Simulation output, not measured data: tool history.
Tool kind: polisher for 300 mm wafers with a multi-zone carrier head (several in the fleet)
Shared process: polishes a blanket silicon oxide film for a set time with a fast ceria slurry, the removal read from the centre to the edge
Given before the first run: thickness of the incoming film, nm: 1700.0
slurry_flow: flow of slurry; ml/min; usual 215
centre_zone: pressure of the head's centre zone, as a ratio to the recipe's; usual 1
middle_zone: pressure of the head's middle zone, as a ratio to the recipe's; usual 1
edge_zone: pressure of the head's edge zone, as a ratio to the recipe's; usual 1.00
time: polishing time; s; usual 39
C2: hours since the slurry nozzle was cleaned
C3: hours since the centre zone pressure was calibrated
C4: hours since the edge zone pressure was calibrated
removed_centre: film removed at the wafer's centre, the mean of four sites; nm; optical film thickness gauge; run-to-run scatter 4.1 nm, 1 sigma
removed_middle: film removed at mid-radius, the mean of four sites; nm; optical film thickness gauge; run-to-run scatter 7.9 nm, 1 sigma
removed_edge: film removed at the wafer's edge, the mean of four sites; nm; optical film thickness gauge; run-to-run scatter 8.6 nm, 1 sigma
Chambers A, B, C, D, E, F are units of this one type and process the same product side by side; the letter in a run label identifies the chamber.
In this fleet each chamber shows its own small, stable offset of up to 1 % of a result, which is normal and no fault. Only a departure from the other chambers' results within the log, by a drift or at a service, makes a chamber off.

At hour 0.1: chamber A: centre zone pressure recalibrated.
Run 1A, hour 14.8: usual settings; wafers polished on this pad 326; C2 47.4; C3 14.8; C4 143.6. Result: removed_centre 586.92 nm, removed_middle 597.81 nm, removed_edge 583.30 nm.
At hour 21.2: chamber C: slurry nozzle cleaned.
At hour 23.7: chamber D: worn pad replaced by a new one.
At hour 24.9: chamber F: worn pad replaced by a new one.
Run 2E, hour 26.6: usual settings; wafers polished on this pad 1387; C2 598.2; C3 257.8; C4 474.5. Result: removed_centre 590.11 nm, removed_middle 581.65 nm, removed_edge 595.42 nm.
At hour 28.6: chamber E: worn pad replaced by a new one.
At hour 38.8: chamber C: worn pad replaced by a new one.
Run 3D, hour 41.5: usual settings; wafers polished on this pad 144; C2 544.1; C3 99.5; C4 535.3. Result: removed_centre 595.48 nm, removed_middle 596.27 nm, removed_edge 599.24 nm.
Run 4C, hour 49.4: usual settings; wafers polished on this pad 86; C2 28.2; C3 159.8; C4 79.2. Result: removed_centre 594.33 nm, removed_middle 596.21 nm, removed_edge 603.94 nm.
Run 5B, hour 56.5: usual settings; wafers polished on this pad 1095; C2 74.9; C3 60.2; C4 753.2. Result: removed_centre 595.09 nm, removed_middle 593.63 nm, removed_edge 585.92 nm.
At hour 65.1: chamber B: worn pad replaced by a new one.
Run 6F, hour 66.0: usual settings but time 46 s; wafers polished on this pad 332; C2 387.3; C3 319.8; C4 156.6. Result: removed_centre 710.94 nm, removed_middle 688.11 nm, removed_edge 719.14 nm.
At hour 73.3: chamber D: edge zone pressure recalibrated.
At hour 75.2: chamber A: worn pad replaced by a new one.
Run 7A, hour 78.5: usual settings but time 46 s; wafers polished on this pad 26; C2 111.1; C3 78.5; C4 207.3. Result: removed_centre 696.96 nm, removed_middle 686.16 nm, removed_edge 703.40 nm.
Run 8F, hour 86.3: usual settings but time 46 s; wafers polished on this pad 496; C2 407.6; C3 340.1; C4 176.9. Result: removed_centre 700.37 nm, removed_middle 698.57 nm, removed_edge 674.76 nm.
Run 9D, hour 99.9: usual settings but time 46 s; wafers polished on this pad 616; C2 602.5; C3 157.9; C4 26.6. Result: removed_centre 714.44 nm, removed_middle 683.87 nm, removed_edge 710.88 nm.
At hour 107.5: chamber F: worn pad replaced by a new one.
Run 10B, hour 107.9: usual settings but time 46 s; wafers polished on this pad 346; C2 126.3; C3 111.6; C4 804.6. Result: removed_centre 701.37 nm, removed_middle 699.22 nm, removed_edge 708.38 nm.
At hour 110.0: chamber D: worn pad replaced by a new one.
Run 11E, hour 115.6: usual settings but time 46 s; wafers polished on this pad 703; C2 687.2; C3 346.8; C4 563.5. Result: removed_centre 703.06 nm, removed_middle 701.63 nm, removed_edge 700.31 nm.
Run 12C, hour 125.2: usual settings; wafers polished on this pad 698; C2 104.0; C3 235.6; C4 155.0. Result: removed_centre 593.72 nm, removed_middle 589.77 nm, removed_edge 586.91 nm.
At hour 131.4: chamber D: slurry nozzle cleaned.
At hour 133.5: chamber E: slurry nozzle cleaned.
Run 13E, hour 138.4: usual settings; wafers polished on this pad 887; C2 5.0; C3 369.6; C4 586.3. Result: removed_centre 586.94 nm, removed_middle 586.49 nm, removed_edge 592.59 nm.
At hour 141.0: chamber C: worn pad replaced by a new one.
Run 14D, hour 145.9: usual settings but slurry_flow 285 ml/min; wafers polished on this pad 290; C2 14.5; C3 203.9; C4 72.6. Result: removed_centre 620.30 nm, removed_middle 599.42 nm, removed_edge 616.45 nm.
Run 15A, hour 154.6: usual settings but slurry_flow 285 ml/min; wafers polished on this pad 642; C2 187.2; C3 154.6; C4 283.4. Result: removed_centre 613.28 nm, removed_middle 606.49 nm, removed_edge 586.07 nm.
Run 16C, hour 162.2: usual settings but slurry_flow 285 ml/min; wafers polished on this pad 171; C2 141.0; C3 272.6; C4 192.0. Result: removed_centre 617.12 nm, removed_middle 606.64 nm, removed_edge 607.43 nm.
At hour 162.3: chamber A: worn pad replaced by a new one.
Run 17B, hour 176.1: usual settings but slurry_flow 285 ml/min; wafers polished on this pad 897; C2 194.5; C3 179.8; C4 872.8. Result: removed_centre 617.33 nm, removed_middle 608.99 nm, removed_edge 605.23 nm.
Run 18F, hour 185.4: usual settings but slurry_flow 285 ml/min; wafers polished on this pad 630; C2 506.7; C3 439.2; C4 276.0. Result: removed_centre 621.31 nm, removed_middle 639.76 nm, removed_edge 620.32 nm.
At hour 199.6: chamber E: edge zone pressure recalibrated.
Run 19A, hour 199.7: usual settings but slurry_flow 285 ml/min; wafers polished on this pad 302; C2 232.3; C3 199.7; C4 328.5. Result: removed_centre 614.02 nm, removed_middle 616.91 nm, removed_edge 612.97 nm.
At hour 208.4: chamber F: worn pad replaced by a new one.
At hour 212.0: chamber B: worn pad replaced by a new one.
Run 20D, hour 214.1: usual settings; wafers polished on this pad 842; C2 82.7; C3 272.1; C4 140.8. Result: removed_centre 593.96 nm, removed_middle 580.21 nm, removed_edge 583.25 nm.
At hour 217.4: chamber D: worn pad replaced by a new one.
Run 21C, hour 222.6: usual settings; wafers polished on this pad 660; C2 201.4; C3 333.0; C4 252.4. Result: removed_centre 586.90 nm, removed_middle 595.09 nm, removed_edge 601.04 nm.
At hour 229.6: chamber C: slurry nozzle cleaned.
At hour 229.7: chamber E: worn pad replaced by a new one.
Run 22F, hour 235.7: usual settings; wafers polished on this pad 221; C2 557.0; C3 489.5; C4 326.3. Result: removed_centre 593.38 nm, removed_middle 605.30 nm, removed_edge 587.79 nm.
At hour 236.5: chamber C: worn pad replaced by a new one.
At hour 249.5: chamber A: edge zone pressure recalibrated.
Run 23B, hour 251.4: usual settings; wafers polished on this pad 318; C2 269.8; C3 255.1; C4 948.1. Result: removed_centre 596.71 nm, removed_middle 599.52 nm, removed_edge 595.29 nm.
Run 24E, hour 259.9: usual settings; wafers polished on this pad 244; C2 126.5; C3 491.1; C4 60.4. Result: removed_centre 600.62 nm, removed_middle 599.94 nm, removed_edge 592.20 nm.
At hour 264.9: chamber A: worn pad replaced by a new one.
At hour 269.9: chamber F: edge zone pressure recalibrated.
Run 25E, hour 274.8: usual settings; wafers polished on this pad 365; C2 141.4; C3 506.0; C4 75.3. Result: removed_centre 601.17 nm, removed_middle 596.46 nm, removed_edge 596.85 nm.
At hour 281.7: chamber A: slurry nozzle cleaned.
Run 26F, hour 284.4: usual settings; wafers polished on this pad 614; C2 605.7; C3 538.2; C4 14.5. Result: removed_centre 593.25 nm, removed_middle 594.44 nm, removed_edge 591.29 nm.
At hour 297.3: chamber F: worn pad replaced by a new one.
Run 27B, hour 299.9: usual settings; wafers polished on this pad 710; C2 318.3; C3 303.6; C4 996.6. Result: removed_centre 602.46 nm, removed_middle 595.36 nm, removed_edge 581.32 nm.
At hour 300.6: chamber D: worn pad replaced by a new one.
Run 28A, hour 308.5: usual settings; wafers polished on this pad 353; C2 26.8; C3 308.5; C4 59.0. Result: removed_centre 586.96 nm, removed_middle 583.81 nm, removed_edge 595.00 nm.
At hour 312.6: chamber F: centre zone pressure recalibrated.
Run 29C, hour 323.4: usual settings; wafers polished on this pad 703; C2 93.8; C3 433.8; C4 353.2. Result: removed_centre 594.87 nm, removed_middle 601.19 nm, removed_edge 576.64 nm.
At hour 327.1: chamber C: worn pad replaced by a new one.
Run 30D, hour 339.4: usual settings; wafers polished on this pad 313; C2 208.0; C3 397.4; C4 266.1. Result: removed_centre 591.76 nm, removed_middle 611.02 nm, removed_edge 583.99 nm.
At hour 342.4: chamber F: slurry nozzle cleaned.
At hour 346.7: chamber A: worn pad replaced by a new one.
Run 31E, hour 350.4: usual settings; wafers polished on this pad 976; C2 217.0; C3 581.6; C4 150.9. Result: removed_centre 613.44 nm, removed_middle 594.09 nm, removed_edge 600.48 nm.
Run 32C, hour 364.6: usual settings but slurry_flow 165 ml/min, time 32 s; wafers polished on this pad 303; C2 135.0; C3 475.0; C4 394.4. Result: removed_centre 466.39 nm, removed_middle 476.77 nm, removed_edge 477.39 nm.
At hour 370.5: chamber B: worn pad replaced by a new one.
Run 33F, hour 372.3: usual settings but slurry_flow 165 ml/min, time 32 s; wafers polished on this pad 606; C2 29.9; C3 59.8; C4 102.4. Result: removed_centre 473.12 nm, removed_middle 455.51 nm, removed_edge 472.20 nm.
Run 34A, hour 380.3: usual settings but slurry_flow 165 ml/min, time 32 s; wafers polished on this pad 271; C2 98.6; C3 380.3; C4 130.8. Result: removed_centre 463.20 nm, removed_middle 468.64 nm, removed_edge 467.36 nm.
Run 35D, hour 387.6: usual settings but slurry_flow 165 ml/min, time 32 s; wafers polished on this pad 703; C2 256.2; C3 445.6; C4 314.3. Result: removed_centre 471.68 nm, removed_middle 469.12 nm, removed_edge 477.70 nm.
At hour 394.8: chamber E: worn pad replaced by a new one.
At hour 397.0: chamber F: worn pad replaced by a new one.
Run 36B, hour 398.2: usual settings but slurry_flow 165 ml/min, time 32 s; wafers polished on this pad 224; C2 416.6; C3 401.9; C4 1094.9. Result: removed_centre 471.78 nm, removed_middle 469.78 nm, removed_edge 470.31 nm.
At hour 403.5: chamber D: worn pad replaced by a new one.
Run 37A, hour 409.0: usual settings but slurry_flow 165 ml/min, time 32 s; wafers polished on this pad 503; C2 127.3; C3 409.0; C4 159.5. Result: removed_centre 459.44 nm, removed_middle 464.12 nm, removed_edge 474.27 nm.
At hour 409.4: chamber C: worn pad replaced by a new one.
Run 38D, hour 421.2: usual settings but slurry_flow 255 ml/min, edge_zone 0.89; wafers polished on this pad 143; C2 289.8; C3 479.2; C4 347.9. Result: removed_centre 606.80 nm, removed_middle 613.95 nm, removed_edge 578.19 nm.
At hour 422.4: chamber C: slurry nozzle cleaned.
Run 39E, hour 435.5: usual settings but slurry_flow 255 ml/min, edge_zone 0.89; wafers polished on this pad 329; C2 302.1; C3 666.7; C4 236.0. Result: removed_centre 647.26 nm, removed_middle 599.84 nm, removed_edge 582.32 nm.
Run 40B, hour 447.8: usual settings but slurry_flow 255 ml/min, edge_zone 0.89; wafers polished on this pad 625; C2 466.2; C3 451.5; C4 1144.5. Result: removed_centre 619.80 nm, removed_middle 604.04 nm, removed_edge 576.00 nm.
Run 41C, hour 462.5: usual settings but slurry_flow 255 ml/min, edge_zone 0.89; wafers polished on this pad 429; C2 40.1; C3 572.9; C4 492.3. Result: removed_centre 615.19 nm, removed_middle 595.10 nm, removed_edge 568.83 nm.
Run 42F, hour 472.0: usual settings but slurry_flow 255 ml/min, edge_zone 0.89; wafers polished on this pad 606; C2 129.6; C3 159.5; C4 202.1. Result: removed_centre 609.21 nm, removed_middle 610.29 nm, removed_edge 570.25 nm.

For the next run the whole fleet of 6 chambers uses the same settings. Give each chamber's results:
Run 43A, hour 483.5: usual settings but edge_zone 0.88. Result: removed_centre ?, removed_middle ?, removed_edge ?.
Run 43B, hour 483.5: usual settings but edge_zone 0.88. Result: removed_centre ?, removed_middle ?, removed_edge ?.
Run 43C, hour 483.5: usual settings but edge_zone 0.88. Result: removed_centre ?, removed_middle ?, removed_edge ?.
Run 43D, hour 483.5: usual settings but edge_zone 0.88. Result: removed_centre ?, removed_middle ?, removed_edge ?.
Run 43E, hour 483.5: usual settings but edge_zone 0.88. Result: removed_centre ?, removed_middle ?, removed_edge ?.
Run 43F, hour 483.5: usual settings but edge_zone 0.88. Result: removed_centre ?, removed_middle ?, removed_edge ?.

run  removed_centre  removed_middle  removed_edge
43A          581.53          593.08        543.36
43B          593.27          598.28        566.91
43C          590.86          593.61        556.45
43D          599.06          575.96        564.15
43E          629.43          581.48        554.15
43F          601.95          584.36        556.61
